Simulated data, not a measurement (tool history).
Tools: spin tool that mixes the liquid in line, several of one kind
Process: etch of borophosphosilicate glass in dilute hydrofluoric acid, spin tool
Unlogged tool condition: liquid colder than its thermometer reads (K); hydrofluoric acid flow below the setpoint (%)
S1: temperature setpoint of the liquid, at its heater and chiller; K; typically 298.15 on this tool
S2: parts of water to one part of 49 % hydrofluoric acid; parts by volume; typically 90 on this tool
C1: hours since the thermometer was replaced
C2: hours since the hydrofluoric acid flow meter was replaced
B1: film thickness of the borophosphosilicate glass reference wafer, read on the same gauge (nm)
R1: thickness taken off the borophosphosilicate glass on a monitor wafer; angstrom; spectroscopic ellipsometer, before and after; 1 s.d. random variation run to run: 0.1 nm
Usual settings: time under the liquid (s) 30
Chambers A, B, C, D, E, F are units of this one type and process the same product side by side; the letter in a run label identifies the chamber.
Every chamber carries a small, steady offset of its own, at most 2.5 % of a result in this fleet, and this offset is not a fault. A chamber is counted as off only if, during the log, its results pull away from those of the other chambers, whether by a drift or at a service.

Run 1F, day 0.292: usual settings; C1 166; C2 537.7; B1 110.01. Result: R1 178.89 angstrom.
Run 2A, day 0.758: usual settings; C1 567.1; C2 724.3; B1 110. Result: R1 179.51 angstrom.
Run 3B, day 1.012: usual settings; C1 167.8; C2 149.7; B1 109.99. Result: R1 180.95 angstrom.
Run 4D, day 1.35: usual settings; C1 725.1; C2 411; B1 110. Result: R1 183.09 angstrom.
Run 5E, day 1.812: usual settings but time under the liquid (s) 20; C1 187.5; C2 470.8; B1 109.95. Result: R1 120.33 angstrom.
Run 6C, day 2.054: usual settings but time under the liquid (s) 20; C1 126.8; C2 1473.3; B1 110. Result: R1 120.78 angstrom.
Run 7E, day 2.375: usual settings but time under the liquid (s) 20; C1 201; C2 484.3; B1 110.03. Result: R1 120.32 angstrom.
Run 8F, day 2.871: usual settings but time under the liquid (s) 20; C1 227.9; C2 599.6; B1 109.99. Result: R1 119.1 angstrom.
Run 9B, day 3.179: usual settings but time under the liquid (s) 20; C1 219.8; C2 201.7; B1 109.98. Result: R1 121.44 angstrom.
Run 10C, day 3.442: usual settings but time under the liquid (s) 20; C1 160.1; C2 1506.6; B1 110. Result: R1 119.1 angstrom.
Run 11D, day 3.967: usual settings; C1 787.9; C2 473.8; B1 109.99. Result: R1 183.6 angstrom.
Run 12A, day 4.354: usual settings but S1 301.15 K, S2 130 parts by volume; C1 653.4; C2 810.6; B1 109.98. Result: R1 130.85 angstrom.
Run 13F, day 4.754: usual settings but S1 301.15 K, S2 130 parts by volume; C1 273.1; C2 644.8; B1 110.01. Result: R1 131.01 angstrom.
Run 14D, day 5.029: usual settings but S1 301.15 K, S2 130 parts by volume; C1 813.4; C2 499.3; B1 110.05. Result: R1 135.22 angstrom.
Run 15C, day 5.454: usual settings but S1 301.15 K, S2 130 parts by volume; C1 208.4; C2 1554.9; B1 110.03. Result: R1 132.11 angstrom.
Run 16B, day 5.733: usual settings but S1 301.15 K, S2 130 parts by volume; C1 281.1; C2 263; B1 109.99. Result: R1 133.29 angstrom.
Run 17E, day 6.088: usual settings but S1 301.15 K, S2 130 parts by volume; C1 290.1; C2 573.4; B1 109.97. Result: R1 132.39 angstrom.
At day 6.204: chamber F: hydrofluoric acid flow meter replaced.
Run 18A, day 6.333: usual settings; C1 700.9; C2 858.1; B1 110.07. Result: R1 175.09 angstrom.
Run 19B, day 6.862: usual settings; C1 308.2; C2 290.1; B1 110. Result: R1 181.51 angstrom.
Run 20C, day 7.25: usual settings; C1 251.5; C2 1598; B1 109.97. Result: R1 180.5 angstrom.
Run 21E, day 7.742: usual settings but S1 302.65 K, S2 115 parts by volume; C1 329.8; C2 613.1; B1 110.05. Result: R1 161.37 angstrom.
Run 22A, day 8.096: usual settings but S1 302.65 K, S2 115 parts by volume; C1 743.2; C2 900.4; B1 110. Result: R1 156.77 angstrom.
At day 8.4: chamber C: hydrofluoric acid flow meter replaced.
Run 23F, day 8.596: usual settings but S1 302.65 K, S2 115 parts by volume; C1 365.3; C2 57.5; B1 109.99. Result: R1 159.58 angstrom.
Run 24D, day 9.1: usual settings but S1 302.65 K, S2 115 parts by volume; C1 911.1; C2 597; B1 109.98. Result: R1 165.19 angstrom.
Run 25F, day 9.467: usual settings but S1 302.65 K, S2 115 parts by volume; C1 386.2; C2 78.4; B1 109.99. Result: R1 160.03 angstrom.
Run 26D, day 9.846: usual settings but S1 302.65 K, S2 115 parts by volume; C1 929; C2 614.9; B1 109.99. Result: R1 164.93 angstrom.
Run 27A, day 10.212: usual settings; C1 794; C2 951.2; B1 109.99. Result: R1 168.72 angstrom.
At day 10.321: chamber E: hydrofluoric acid flow meter replaced.
Run 28C, day 10.746: usual settings; C1 335.4; C2 56.4; B1 109.95. Result: R1 180.68 angstrom.
Run 29E, day 11.25: usual settings; C1 414; C2 22.4; B1 110. Result: R1 181.38 angstrom.
Run 30B, day 11.642: usual settings; C1 422.9; C2 404.8; B1 109.96. Result: R1 178.51 angstrom.
Run 31A, day 12.004: usual settings; C1 837; C2 994.2; B1 109.97. Result: R1 169.39 angstrom.
Run 32B, day 12.458: usual settings; C1 442.5; C2 424.4; B1 109.98. Result: R1 179.39 angstrom.
Run 33C, day 12.854: usual settings; C1 386; C2 107; B1 110.01. Result: R1 180.1 angstrom.
Run 34D, day 13.388: usual settings; C1 1014; C2 699.9; B1 110.02. Result: R1 184.32 angstrom.
Run 35F, day 13.788: usual settings but S1 295.65 K; C1 489.9; C2 182.1; B1 110. Result: R1 162.14 angstrom.
Run 36E, day 14.142: usual settings but S1 295.65 K; C1 483.4; C2 91.8; B1 110.07. Result: R1 163.9 angstrom.
Run 37A, day 14.496: usual settings but S1 295.65 K; C1 896.8; C2 1054; B1 109.97. Result: R1 148.21 angstrom.
Run 38C, day 14.762: usual settings but S1 295.65 K; C1 431.8; C2 152.8; B1 110. Result: R1 162.37 angstrom.

All chambers now run identical settings, listed one chamber a line with results as question marks. What results will each chamber show?
Run 39A, day 15.15: usual settings. Result: R1 ?.
Run 39B, day 15.15: usual settings. Result: R1 ?.
Run 39C, day 15.15: usual settings. Result: R1 ?.
Run 39D, day 15.15: usual settings. Result: R1 ?.
Run 39E, day 15.15: usual settings. Result: R1 ?.
Run 39F, day 15.15: usual settings. Result: R1 ?.

run      R1
39A  165.84
39B  180.32
39C  178.87
39D  182.25
39E  180.62
39F  178.46

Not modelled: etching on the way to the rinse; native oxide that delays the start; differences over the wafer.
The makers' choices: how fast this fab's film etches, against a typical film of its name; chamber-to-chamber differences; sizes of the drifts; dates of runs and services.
